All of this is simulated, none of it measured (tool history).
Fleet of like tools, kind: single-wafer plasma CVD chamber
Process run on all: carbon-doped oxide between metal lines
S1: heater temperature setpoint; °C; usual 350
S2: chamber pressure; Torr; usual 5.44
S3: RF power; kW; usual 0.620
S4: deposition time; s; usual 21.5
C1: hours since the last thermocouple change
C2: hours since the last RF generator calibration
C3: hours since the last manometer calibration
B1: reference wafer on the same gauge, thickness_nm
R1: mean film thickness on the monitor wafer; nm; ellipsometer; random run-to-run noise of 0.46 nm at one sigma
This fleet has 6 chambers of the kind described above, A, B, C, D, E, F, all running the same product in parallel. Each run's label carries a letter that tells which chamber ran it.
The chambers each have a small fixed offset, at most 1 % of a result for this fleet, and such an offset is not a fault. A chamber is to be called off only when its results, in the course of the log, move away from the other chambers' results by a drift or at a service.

{"run": "1E", "hour": 7.4, "S1": 350, "S2": 5.44, "S3": 0.62, "S4": 21.5, "C1": 1934.9, "C2": 119.6, "C3": 126.3, "B1": 138.99, "R1": 128.22}
{"run": "2F", "hour": 16.5, "S1": 350, "S2": 5.44, "S3": 0.62, "S4": 21.5, "C1": 1396.1, "C2": 1351.7, "C3": 351.4, "B1": 139.06, "R1": 127.69}
{"run": "3C", "hour": 23.6, "S1": 350, "S2": 5.44, "S3": 0.62, "S4": 21.5, "C1": 1136.8, "C2": 436.5, "C3": 566.8, "B1": 138.91, "R1": 128.17}
{"run": "4D", "hour": 36.9, "S1": 350, "S2": 5.44, "S3": 0.62, "S4": 21.5, "C1": 827.2, "C2": 854.0, "C3": 664.3, "B1": 139.05, "R1": 128.34}
{"run": "5A", "hour": 49.2, "S1": 350, "S2": 5.44, "S3": 0.62, "S4": 21.5, "C1": 1369.0, "C2": 1729.2, "C3": 871.4, "B1": 139.07, "R1": 127.53}
{"run": "6B", "hour": 57.8, "S1": 350, "S2": 5.44, "S3": 0.62, "S4": 21.5, "C1": 2279.5, "C2": 331.3, "C3": 284.6, "B1": 138.96, "R1": 128.3}
{"run": "7C", "hour": 69.6, "S1": 350, "S2": 5.44, "S3": 0.62, "S4": 21.5, "C1": 1182.8, "C2": 482.5, "C3": 612.8, "B1": 139.0, "R1": 127.78}
{"run": "8B", "hour": 78.0, "S1": 350, "S2": 5.44, "S3": 0.62, "S4": 21.5, "C1": 2299.7, "C2": 351.5, "C3": 304.8, "B1": 139.09, "R1": 127.97}
{"run": "9E", "hour": 86.6, "S1": 350, "S2": 5.44, "S3": 0.62, "S4": 18.6, "C1": 2014.1, "C2": 198.8, "C3": 205.5, "B1": 138.9, "R1": 111.05}
{"run": "10A", "hour": 97.3, "S1": 350, "S2": 5.44, "S3": 0.62, "S4": 18.6, "C1": 1417.1, "C2": 1777.3, "C3": 919.5, "B1": 139.03, "R1": 109.79}
{"run": "11F", "hour": 103.9, "S1": 350, "S2": 5.44, "S3": 0.62, "S4": 18.6, "C1": 1483.5, "C2": 1439.1, "C3": 438.8, "B1": 138.99, "R1": 110.63}
{"run": "12D", "hour": 112.3, "S1": 350, "S2": 5.44, "S3": 0.62, "S4": 18.6, "C1": 902.6, "C2": 929.4, "C3": 739.7, "B1": 138.95, "R1": 111.87}
{"hour": 116.2, "done": "chamber F: thermocouple changed; heater temperature recalibrated"}
{"run": "13D", "hour": 123.1, "S1": 350, "S2": 5.44, "S3": 0.62, "S4": 18.6, "C1": 913.4, "C2": 940.2, "C3": 750.5, "B1": 139.05, "R1": 110.92}
{"run": "14F", "hour": 131.5, "S1": 350, "S2": 5.44, "S3": 0.62, "S4": 18.6, "C1": 15.3, "C2": 1466.7, "C3": 466.4, "B1": 139.0, "R1": 110.56}
{"run": "15B", "hour": 144.3, "S1": 350, "S2": 5.44, "S3": 0.62, "S4": 21.5, "C1": 2366.0, "C2": 417.8, "C3": 371.1, "B1": 139.02, "R1": 128.49}
{"run": "16A", "hour": 153.0, "S1": 359, "S2": 5.44, "S3": 0.575, "S4": 21.5, "C1": 1472.8, "C2": 1833.0, "C3": 975.2, "B1": 139.03, "R1": 118.52}
{"run": "17E", "hour": 163.7, "S1": 359, "S2": 5.44, "S3": 0.575, "S4": 21.5, "C1": 2091.2, "C2": 275.9, "C3": 282.6, "B1": 139.06, "R1": 119.6}
{"run": "18C", "hour": 175.9, "S1": 359, "S2": 5.44, "S3": 0.575, "S4": 21.5, "C1": 1289.1, "C2": 588.8, "C3": 719.1, "B1": 139.03, "R1": 119.48}
{"run": "19F", "hour": 182.1, "S1": 359, "S2": 5.44, "S3": 0.575, "S4": 21.5, "C1": 65.9, "C2": 1517.3, "C3": 517.0, "B1": 139.04, "R1": 119.01}
{"run": "20D", "hour": 191.2, "S1": 359, "S2": 5.44, "S3": 0.575, "S4": 21.5, "C1": 981.5, "C2": 1008.3, "C3": 818.6, "B1": 139.02, "R1": 120.32}
{"run": "21C", "hour": 200.0, "S1": 359, "S2": 5.44, "S3": 0.575, "S4": 21.5, "C1": 1313.2, "C2": 612.9, "C3": 743.2, "B1": 138.92, "R1": 118.85}
{"run": "22B", "hour": 206.9, "S1": 350, "S2": 5.44, "S3": 0.62, "S4": 21.5, "C1": 2428.6, "C2": 480.4, "C3": 433.7, "B1": 138.96, "R1": 128.12}
{"run": "23E", "hour": 216.7, "S1": 350, "S2": 5.44, "S3": 0.62, "S4": 21.5, "C1": 2144.2, "C2": 328.9, "C3": 335.6, "B1": 138.98, "R1": 129.12}
{"run": "24A", "hour": 224.9, "S1": 350, "S2": 5.44, "S3": 0.62, "S4": 21.5, "C1": 1544.7, "C2": 1904.9, "C3": 1047.1, "B1": 139.02, "R1": 126.36}
{"run": "25A", "hour": 235.8, "S1": 350, "S2": 4.13, "S3": 0.62, "S4": 18.9, "C1": 1555.6, "C2": 1915.8, "C3": 1058.0, "B1": 138.94, "R1": 107.05}
{"run": "26B", "hour": 247.0, "S1": 350, "S2": 4.13, "S3": 0.62, "S4": 18.9, "C1": 2468.7, "C2": 520.5, "C3": 473.8, "B1": 139.06, "R1": 108.54}
{"run": "27E", "hour": 256.3, "S1": 350, "S2": 4.13, "S3": 0.62, "S4": 18.9, "C1": 2183.8, "C2": 368.5, "C3": 375.2, "B1": 138.96, "R1": 108.81}
{"run": "28D", "hour": 269.3, "S1": 350, "S2": 4.13, "S3": 0.62, "S4": 18.9, "C1": 1059.6, "C2": 1086.4, "C3": 896.7, "B1": 138.95, "R1": 108.88}
{"run": "29F", "hour": 280.2, "S1": 350, "S2": 4.13, "S3": 0.62, "S4": 18.9, "C1": 164.0, "C2": 1615.4, "C3": 615.1, "B1": 139.07, "R1": 108.31}
{"run": "30C", "hour": 290.6, "S1": 350, "S2": 4.13, "S3": 0.62, "S4": 18.9, "C1": 1403.8, "C2": 703.5, "C3": 833.8, "B1": 139.01, "R1": 108.64}
{"run": "31E", "hour": 298.6, "S1": 350, "S2": 5.44, "S3": 0.62, "S4": 21.5, "C1": 2226.1, "C2": 410.8, "C3": 417.5, "B1": 138.93, "R1": 129.24}
{"run": "32A", "hour": 307.6, "S1": 350, "S2": 5.44, "S3": 0.62, "S4": 21.5, "C1": 1627.4, "C2": 1987.6, "C3": 1129.8, "B1": 139.03, "R1": 127.23}
{"run": "33D", "hour": 318.2, "S1": 350, "S2": 5.44, "S3": 0.62, "S4": 21.5, "C1": 1108.5, "C2": 1135.3, "C3": 945.6, "B1": 138.9, "R1": 128.08}
{"run": "34C", "hour": 325.6, "S1": 350, "S2": 5.44, "S3": 0.62, "S4": 21.5, "C1": 1438.8, "C2": 738.5, "C3": 868.8, "B1": 139.05, "R1": 127.61}
{"hour": 333.6, "done": "chamber B: thermocouple changed; heater temperature recalibrated"}
{"run": "35F", "hour": 338.5, "S1": 350, "S2": 5.44, "S3": 0.62, "S4": 21.5, "C1": 222.3, "C2": 1673.7, "C3": 673.4, "B1": 139.1, "R1": 127.82}
{"run": "36B", "hour": 348.8, "S1": 350, "S2": 5.44, "S3": 0.62, "S4": 21.5, "C1": 15.2, "C2": 622.3, "C3": 575.6, "B1": 139.04, "R1": 128.27}

All 6 chambers run these settings next. Forecast each chamber's results:
{"run": "37A", "hour": 358.4, "S1": 350, "S2": 5.44, "S3": 0.62, "S4": 21.5, "R1": "?"}
{"run": "37B", "hour": 358.4, "S1": 350, "S2": 5.44, "S3": 0.62, "S4": 21.5, "R1": "?"}
{"run": "37C", "hour": 358.4, "S1": 350, "S2": 5.44, "S3": 0.62, "S4": 21.5, "R1": "?"}
{"run": "37D", "hour": 358.4, "S1": 350, "S2": 5.44, "S3": 0.62, "S4": 21.5, "R1": "?"}
{"run": "37E", "hour": 358.4, "S1": 350, "S2": 5.44, "S3": 0.62, "S4": 21.5, "R1": "?"}
{"run": "37F", "hour": 358.4, "S1": 350, "S2": 5.44, "S3": 0.62, "S4": 21.5, "R1": "?"}

run=37A R1=127.03
run=37B R1=127.58
run=37C R1=128.13
run=37D R1=127.71
run=37E R1=128.31
run=37F R1=127.08
